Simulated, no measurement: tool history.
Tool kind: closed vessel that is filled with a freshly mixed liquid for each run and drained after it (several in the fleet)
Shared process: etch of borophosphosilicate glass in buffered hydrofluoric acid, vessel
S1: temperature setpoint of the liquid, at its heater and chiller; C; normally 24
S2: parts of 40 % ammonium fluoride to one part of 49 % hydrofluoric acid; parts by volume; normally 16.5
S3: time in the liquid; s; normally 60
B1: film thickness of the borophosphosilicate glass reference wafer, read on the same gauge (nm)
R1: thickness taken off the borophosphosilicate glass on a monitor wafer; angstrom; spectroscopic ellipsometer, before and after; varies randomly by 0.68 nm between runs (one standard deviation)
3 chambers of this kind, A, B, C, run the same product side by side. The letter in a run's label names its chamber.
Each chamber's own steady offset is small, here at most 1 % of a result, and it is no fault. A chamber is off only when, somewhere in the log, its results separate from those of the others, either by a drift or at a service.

run,hour,S1,S2,S3,B1,R1
1A,7.1,24,16.5,60,79.982,930.66
2B,16.3,24,16.5,60,80.001,929.71
3C,30.1,24,16.5,60,79.996,924.48
4A,40.6,24,16.5,60,80.037,924.29
# hour 44.3: chamber B: hydrofluoric acid flow meter replaced
5C,47.5,24,16.5,60,80.001,932.23
6B,59.5,24,16.5,60,80.02,931.58
# hour 69.5: chamber A: thermometer replaced
7B,74.4,24,16.5,60,80.01,938.73
8A,86.5,24,16.5,60,80.011,930.63
9C,97.6,24,16.5,60,79.982,916.8
# hour 105.8: chamber C: thermometer replaced
10B,107.4,24,16.5,60,80.031,936.33
11A,121.4,24,16.5,60,80.01,958.06
12C,127.9,24,16.5,60,79.99,934.92
13C,136.3,24,16.5,60,79.962,932.79
14B,148.4,24,16.5,60,80.009,937.1
15A,159.2,24,16.5,60,79.994,950.69
16A,167.6,24,16.5,60,80.022,949.82
17B,177.5,24,16.5,60,79.984,938.85
18C,190.8,24,22.5,60,79.994,700.22
19A,203.9,24,22.5,60,79.985,723.55
20C,215.1,24,22.5,60,80.01,711.29
# hour 217.4: chamber B: thermometer replaced
21B,229.4,24,16.5,60,80.025,930
22B,241.2,24,16.5,60,79.997,945.51
23C,251.8,24,16.5,60,79.988,930.36
24A,262.2,24,16.5,60,80.003,983.33
25B,275.2,24,16.5,60,80.01,936.76
26C,283.5,24,22.5,60,80.018,704.77
27A,296.9,24,22.5,60,79.962,737.06
28B,308.1,24,22.5,60,80.013,711.97
29C,318.8,24,16.5,60,79.981,928.61
30A,325.6,24,16.5,60,79.97,993.75
31C,340.4,24,16.5,60,79.986,938.16
32B,347.5,24,16.5,60,80.007,941.43
33A,356.6,24,16.5,60,79.999,989.93
34A,367.4,24,16.5,35,79.988,575.43
35B,375.5,24,16.5,35,79.994,548.12
36C,386,24,16.5,35,80.007,539.91
37B,392.6,24,16.5,60,79.992,919.95
38C,401.4,24,16.5,60,80.01,931.47
39A,412.1,24,16.5,60,79.981,1004.3
40C,419.7,24,16.5,60,79.994,943.1
41A,430,24,16.5,60,80.003,1006.3
42B,439.9,24,16.5,35,79.985,538.65

Next, every chamber runs the same settings. What will each give?
43A,450.7,24,16.5,60,,?
43B,450.7,24,16.5,60,,?
43C,450.7,24,16.5,60,,?

run,R1
43A,1010.9
43B,925.42
43C,935.48
